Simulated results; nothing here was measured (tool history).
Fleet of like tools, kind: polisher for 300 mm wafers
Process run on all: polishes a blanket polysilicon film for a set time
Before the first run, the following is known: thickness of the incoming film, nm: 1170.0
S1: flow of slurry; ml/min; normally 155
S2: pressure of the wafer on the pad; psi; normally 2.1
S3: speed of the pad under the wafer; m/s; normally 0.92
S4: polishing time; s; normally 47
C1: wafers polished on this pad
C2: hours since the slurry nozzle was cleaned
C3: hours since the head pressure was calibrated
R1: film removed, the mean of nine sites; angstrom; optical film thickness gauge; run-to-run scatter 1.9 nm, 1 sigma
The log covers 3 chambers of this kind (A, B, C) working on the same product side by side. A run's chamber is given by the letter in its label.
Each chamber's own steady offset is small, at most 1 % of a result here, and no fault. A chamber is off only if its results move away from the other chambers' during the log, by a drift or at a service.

run	hour	S1	S2	S3	S4	C1	C2	C3	R1
# hour 0.1: chamber A: slurry nozzle cleaned
1B	8.0	155	2.1	0.92	47	267	318.9	396.4	2204.3
# hour 8.5: chamber A: worn pad replaced by a new one
2A	16.4	155	2.1	0.92	47	71	16.4	388.8	2233.6
3C	25.3	155	2.1	0.92	47	362	78.8	507.5	2201.5
4C	31.3	155	2.1	0.92	47	416	84.8	513.5	2191.2
# hour 40.6: chamber B: worn pad replaced by a new one
5A	42.9	155	2.1	0.92	47	308	42.9	415.3	2228.3
6B	50.0	155	2.1	0.92	59	84	360.9	438.4	2804.2
7C	63.0	155	2.1	0.92	59	700	116.5	545.2	2768.2
8A	74.4	155	2.1	0.92	59	590	74.4	446.8	2830.8
9B	80.7	155	2.1	0.92	47	359	391.6	469.1	2205.4
# hour 80.9: chamber B: head pressure recalibrated
10A	87.5	155	2.1	0.92	47	708	87.5	459.9	2207.4
# hour 88.7: chamber A: worn pad replaced by a new one
11C	95.2	155	1.6	0.82	47	989	148.7	577.4	1494.5
# hour 98.8: chamber C: worn pad replaced by a new one
12B	108.2	155	1.6	0.82	47	606	419.1	27.3	1510.9
# hour 113.8: chamber B: worn pad replaced by a new one
13C	121.1	155	1.6	0.82	47	200	174.6	603.3	1517.7
# hour 122.7: chamber C: head pressure recalibrated
14A	131.8	115	2.1	0.92	47	386	131.8	504.2	2094.8
15B	139.9	115	2.1	0.92	47	234	450.8	59.0	2090.3
16C	148.6	115	2.1	0.92	47	446	202.1	25.9	1928.2
17B	156.3	155	2.1	0.92	47	381	467.2	75.4	2219.0
18A	165.2	155	2.1	0.92	47	685	165.2	537.6	2223.7
19C	173.4	155	2.1	0.92	47	668	226.9	50.7	2031.9
20B	182.5	155	2.1	0.92	47	616	493.4	101.6	2210.6
# hour 189.9: chamber A: worn pad replaced by a new one
# hour 194.0: chamber C: worn pad replaced by a new one
21A	194.7	155	2.1	0.92	47	43	194.7	567.1	2216.3
22C	202.1	155	2.1	0.92	47	72	255.6	79.4	2045.2

Which is it: a chamber that has drifted or been left off by a service, a gauge drift common to all chambers, or only each chamber's usual small offset? If a chamber is off, name it and its likeliest cause.

A service left chamber C off against the others.
Likeliest cause: head's pressure below its setpoint, % = 8.25.

Which of the 4 candidates below, each the usual settings with something changed and its results left as question marks, puts chamber C back in line with what the other chambers give on the usual settings?
To be in line, a result may differ from the other chambers' mean on the usual settings by at most: R1 67.0 angstrom
23C-1	211.6	155	2.1	0.94	48				?
23C-2	211.6	155	2.1	0.92	51				?
23C-3	211.6	155	2.1	0.90	46				?
23C-4	211.6	155	2.1	0.84	47				?

The mean the other chambers reach with the usual settings: R1 2223.4 angstrom
run	R1
23C-1	2114.8
23C-2	2198.6
23C-3	1939.5
23C-4	1848.0
23C-2 is the one that brings the chamber's results back in line with the other chambers.
